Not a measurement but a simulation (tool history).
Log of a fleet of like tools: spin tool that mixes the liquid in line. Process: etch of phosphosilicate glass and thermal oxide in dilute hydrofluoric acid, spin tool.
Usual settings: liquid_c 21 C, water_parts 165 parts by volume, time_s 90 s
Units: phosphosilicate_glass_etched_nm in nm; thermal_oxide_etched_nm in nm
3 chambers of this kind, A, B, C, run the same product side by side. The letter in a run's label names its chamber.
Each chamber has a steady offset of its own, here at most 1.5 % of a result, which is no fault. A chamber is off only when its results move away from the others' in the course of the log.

run,hour,liquid_c,water_parts,time_s,hours since the thermometer was replaced,hours since the hydrofluoric acid flow meter was replaced,"read-back film thickness of the phosphosilicate glass reference wafer, read on the same gauge (nm)","read-back film thickness of the thermal oxide reference wafer, read on the same gauge (nm)",phosphosilicate_glass_etched_nm,thermal_oxide_etched_nm
1B,3.1,21,165,90,43.2,392.1,79.989,129.97,27.633,2.1567
2C,8.1,21,165,90,2518.5,712.9,79.997,129.98,27.973,2.2440
3A,10.7,21,165,90,319.0,994.4,80.004,130.00,27.590,2.1331
4A,14.9,21,165,90,323.2,998.6,80.007,129.99,27.710,2.1753
5B,19.4,21,165,90,59.5,408.4,79.997,129.97,27.486,2.1437
6C,21.7,21,165,90,2532.1,726.5,80.019,130.04,27.793,2.2036
7B,25.7,21,165,90,65.8,414.7,80.020,130.01,27.878,2.1577
8C,28.9,21,165,90,2539.3,733.7,79.991,130.01,27.579,2.2061
9A,32.6,21,165,90,340.9,1016.3,79.970,129.99,28.040,2.2309
10A,37.6,21,165,90,345.9,1021.3,79.997,129.98,28.013,2.2400
11B,42.7,21,165,90,82.8,431.7,80.012,129.99,27.559,2.2153
12C,47.9,21,165,90,2558.3,752.7,80.022,130.00,27.243,2.2029
13B,50.4,21,140,90,90.5,439.4,79.996,129.98,32.830,2.5902
14C,53.1,21,140,90,2563.5,757.9,79.982,130.00,33.577,2.7194
15A,57.6,21,140,90,365.9,1041.3,80.009,129.99,34.601,2.7622
16C,62.1,17,165,140,2572.5,766.9,79.978,130.01,36.355,2.9119
# hour 63.3: chamber B: hydrofluoric acid flow meter replaced
17B,65.0,17,165,140,105.1,1.8,79.990,129.97,36.384,2.8719
18A,67.6,17,165,140,375.9,1051.3,79.998,130.04,38.942,3.0346
19C,70.7,21,165,90,2581.1,775.5,79.988,130.00,27.958,2.2313
20B,74.0,21,165,90,114.1,10.8,79.987,130.01,27.611,2.1620
21A,77.4,21,165,90,385.7,1061.1,80.019,130.01,30.131,2.3467
22C,80.7,21,165,90,2591.1,785.5,80.000,130.02,27.323,2.1995
23B,83.8,21,165,140,123.9,20.6,79.999,129.98,44.039,3.4091
24A,89.0,21,165,140,397.3,1072.7,80.036,130.01,46.813,3.6780
25C,93.9,21,165,140,2604.3,798.7,79.987,130.00,42.670,3.3902

Is one chamber off against the others, does the gauge drift, or is nothing wrong? If a chamber is off, say which, and what the likeliest cause is.

Chamber A drifts away from the others.
Cause: hydrofluoric acid flow above the setpoint (%) = 8.24.
The log may not tell that from: liquid hotter than its thermometer reads (K).

Here are 4 candidates for chamber A's next run, each the usual settings with a change, their results left as question marks. Which one brings its results back in line with what the others give on the usual settings?
In line means no further than this from the other chambers' mean on the usual settings: phosphosilicate_glass_etched_nm 0.930 nm; thermal_oxide_etched_nm 0.0970 nm
26A-1,97.6,21,160,95,,,,,?,?
26A-2,97.6,21,170,90,,,,,?,?
26A-3,97.6,21,170,85,,,,,?,?
26A-4,97.6,21,160,90,,,,,?,?

The other chambers' mean on the usual settings: phosphosilicate_glass_etched_nm 27.622 nm; thermal_oxide_etched_nm 2.1995 nm
run,phosphosilicate_glass_etched_nm,thermal_oxide_etched_nm
26A-1,32.811,2.6145
26A-2,29.001,2.3109
26A-3,27.390,2.1825
26A-4,31.085,2.4769
26A-3 brings the chamber back in line.
